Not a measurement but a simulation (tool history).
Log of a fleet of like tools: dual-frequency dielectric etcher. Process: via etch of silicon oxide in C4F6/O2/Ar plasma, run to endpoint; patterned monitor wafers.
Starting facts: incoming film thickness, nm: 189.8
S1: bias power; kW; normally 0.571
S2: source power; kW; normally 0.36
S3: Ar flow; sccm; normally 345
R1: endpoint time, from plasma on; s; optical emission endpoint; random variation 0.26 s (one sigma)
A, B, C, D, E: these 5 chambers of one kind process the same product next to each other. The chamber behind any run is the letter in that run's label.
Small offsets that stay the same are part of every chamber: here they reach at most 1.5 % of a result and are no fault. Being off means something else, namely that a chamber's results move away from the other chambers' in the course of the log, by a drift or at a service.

{"hour": 8.4, "done": "chamber C: wet clean of the chamber"}
{"run": "1E", "hour": 11.5, "S1": 0.571, "S2": 0.36, "S3": 345, "R1": 41.771}
{"run": "2D", "hour": 18.8, "S1": 0.571, "S2": 0.36, "S3": 345, "R1": 41.695}
{"run": "3A", "hour": 32.3, "S1": 0.571, "S2": 0.36, "S3": 345, "R1": 41.754}
{"run": "4C", "hour": 42.8, "S1": 0.571, "S2": 0.36, "S3": 345, "R1": 42.462}
{"run": "5B", "hour": 56.2, "S1": 0.571, "S2": 0.36, "S3": 345, "R1": 42.249}
{"run": "6A", "hour": 63.1, "S1": 0.571, "S2": 0.36, "S3": 345, "R1": 41.697}
{"hour": 64.8, "done": "chamber D: Ar flow controller replaced"}
{"run": "7C", "hour": 71.4, "S1": 0.571, "S2": 0.36, "S3": 345, "R1": 42.47}
{"run": "8B", "hour": 80.4, "S1": 0.437, "S2": 0.36, "S3": 345, "R1": 46.675}
{"run": "9D", "hour": 93.7, "S1": 0.437, "S2": 0.36, "S3": 345, "R1": 46.364}
{"run": "10E", "hour": 106.3, "S1": 0.437, "S2": 0.36, "S3": 345, "R1": 45.982}
{"run": "11A", "hour": 117.4, "S1": 0.437, "S2": 0.36, "S3": 345, "R1": 46.241}
{"run": "12D", "hour": 125.9, "S1": 0.437, "S2": 0.36, "S3": 345, "R1": 46.461}
{"run": "13C", "hour": 135.7, "S1": 0.571, "S2": 0.36, "S3": 345, "R1": 42.153}
{"run": "14E", "hour": 143.2, "S1": 0.571, "S2": 0.36, "S3": 345, "R1": 41.765}
{"hour": 145.3, "done": "chamber D: wet clean of the chamber"}
{"hour": 145.5, "done": "chamber B: wet clean of the chamber"}
{"run": "15B", "hour": 152.4, "S1": 0.571, "S2": 0.36, "S3": 345, "R1": 42.475}
{"hour": 153.8, "done": "chamber A: wet clean of the chamber"}
{"run": "16C", "hour": 164.8, "S1": 0.571, "S2": 0.36, "S3": 345, "R1": 41.88}
{"run": "17E", "hour": 171.1, "S1": 0.677, "S2": 0.36, "S3": 345, "R1": 39.416}
{"run": "18B", "hour": 183.6, "S1": 0.677, "S2": 0.36, "S3": 345, "R1": 39.546}
{"hour": 190.8, "done": "chamber C: Ar flow controller replaced"}
{"run": "19D", "hour": 197.4, "S1": 0.677, "S2": 0.36, "S3": 345, "R1": 39.154}
{"run": "20A", "hour": 205.8, "S1": 0.677, "S2": 0.36, "S3": 345, "R1": 38.938}
{"run": "21B", "hour": 218.3, "S1": 0.677, "S2": 0.36, "S3": 345, "R1": 39.106}
{"run": "22C", "hour": 230.6, "S1": 0.571, "S2": 0.36, "S3": 345, "R1": 42.616}
{"run": "23E", "hour": 243.5, "S1": 0.571, "S2": 0.36, "S3": 345, "R1": 42.122}
{"run": "24A", "hour": 252.6, "S1": 0.571, "S2": 0.36, "S3": 345, "R1": 42.507}
{"run": "25D", "hour": 264.3, "S1": 0.571, "S2": 0.36, "S3": 345, "R1": 41.617}
{"run": "26B", "hour": 276.2, "S1": 0.571, "S2": 0.36, "S3": 345, "R1": 42.281}
{"hour": 286.9, "done": "chamber E: wet clean of the chamber"}
{"run": "27A", "hour": 289.2, "S1": 0.571, "S2": 0.36, "S3": 345, "R1": 41.796}
{"run": "28C", "hour": 295.3, "S1": 0.571, "S2": 0.36, "S3": 345, "R1": 41.956}
{"run": "29D", "hour": 303.4, "S1": 0.63, "S2": 0.41, "S3": 345, "R1": 38.178}
{"run": "30E", "hour": 311.5, "S1": 0.63, "S2": 0.41, "S3": 345, "R1": 39.978}
{"hour": 318.8, "done": "chamber E: source power generator calibrated"}
{"run": "31D", "hour": 324.3, "S1": 0.63, "S2": 0.41, "S3": 345, "R1": 38.474}
{"run": "32A", "hour": 331.4, "S1": 0.63, "S2": 0.41, "S3": 345, "R1": 38.723}
{"run": "33B", "hour": 338.2, "S1": 0.63, "S2": 0.41, "S3": 345, "R1": 39.177}
{"run": "34C", "hour": 345.6, "S1": 0.571, "S2": 0.36, "S3": 345, "R1": 41.875}
{"run": "35E", "hour": 355.8, "S1": 0.571, "S2": 0.36, "S3": 345, "R1": 43.083}
{"run": "36D", "hour": 367.1, "S1": 0.571, "S2": 0.36, "S3": 345, "R1": 41.823}
{"run": "37B", "hour": 375.3, "S1": 0.527, "S2": 0.36, "S3": 421, "R1": 44.674}
{"run": "38A", "hour": 381.4, "S1": 0.527, "S2": 0.36, "S3": 421, "R1": 43.576}
{"run": "39E", "hour": 392.3, "S1": 0.527, "S2": 0.36, "S3": 421, "R1": 46.058}
{"run": "40C", "hour": 404.5, "S1": 0.527, "S2": 0.36, "S3": 421, "R1": 44.678}
{"run": "41C", "hour": 411.6, "S1": 0.527, "S2": 0.36, "S3": 421, "R1": 43.919}
{"run": "42A", "hour": 423.9, "S1": 0.571, "S2": 0.36, "S3": 345, "R1": 42.173}
{"run": "43B", "hour": 434.8, "S1": 0.571, "S2": 0.36, "S3": 345, "R1": 42.076}
{"run": "44E", "hour": 445.1, "S1": 0.571, "S2": 0.36, "S3": 345, "R1": 43.263}

Which is it: a chamber that has drifted or been left off by a service, a gauge drift common to all chambers, or only each chamber's usual small offset? If a chamber is off, name it and its likeliest cause.

Chamber E has stood off from the others ever since a service on it.
Most likely cause: etch rate under this chamber's usual, % = 3.23.

Chamber E could run next with any of the 4 candidate recipes listed below; each alters the usual settings, and their results appear as question marks. Which one brings its results back in line with what the other chambers deliver on the usual settings?
A result is in line if it is within this distance of the other chambers' mean on the usual settings: R1 0.9 s
{"run": "45E-1", "hour": 455.0, "S1": 0.477, "S2": 0.36, "S3": 361, "R1": "?"}
{"run": "45E-2", "hour": 455.0, "S1": 0.623, "S2": 0.39, "S3": 336, "R1": "?"}
{"run": "45E-3", "hour": 455.0, "S1": 0.571, "S2": 0.36, "S3": 251, "R1": "?"}
{"run": "45E-4", "hour": 455.0, "S1": 0.547, "S2": 0.35, "S3": 345, "R1": "?"}

Average result of the remaining chambers running the usual settings: R1 42.027 s
run=45E-1 R1=46.769
run=45E-2 R1=40.643
run=45E-3 R1=41.891
run=45E-4 R1=44.609
The right change is 45E-3: it brings the chamber back within the allowed miss of the others.

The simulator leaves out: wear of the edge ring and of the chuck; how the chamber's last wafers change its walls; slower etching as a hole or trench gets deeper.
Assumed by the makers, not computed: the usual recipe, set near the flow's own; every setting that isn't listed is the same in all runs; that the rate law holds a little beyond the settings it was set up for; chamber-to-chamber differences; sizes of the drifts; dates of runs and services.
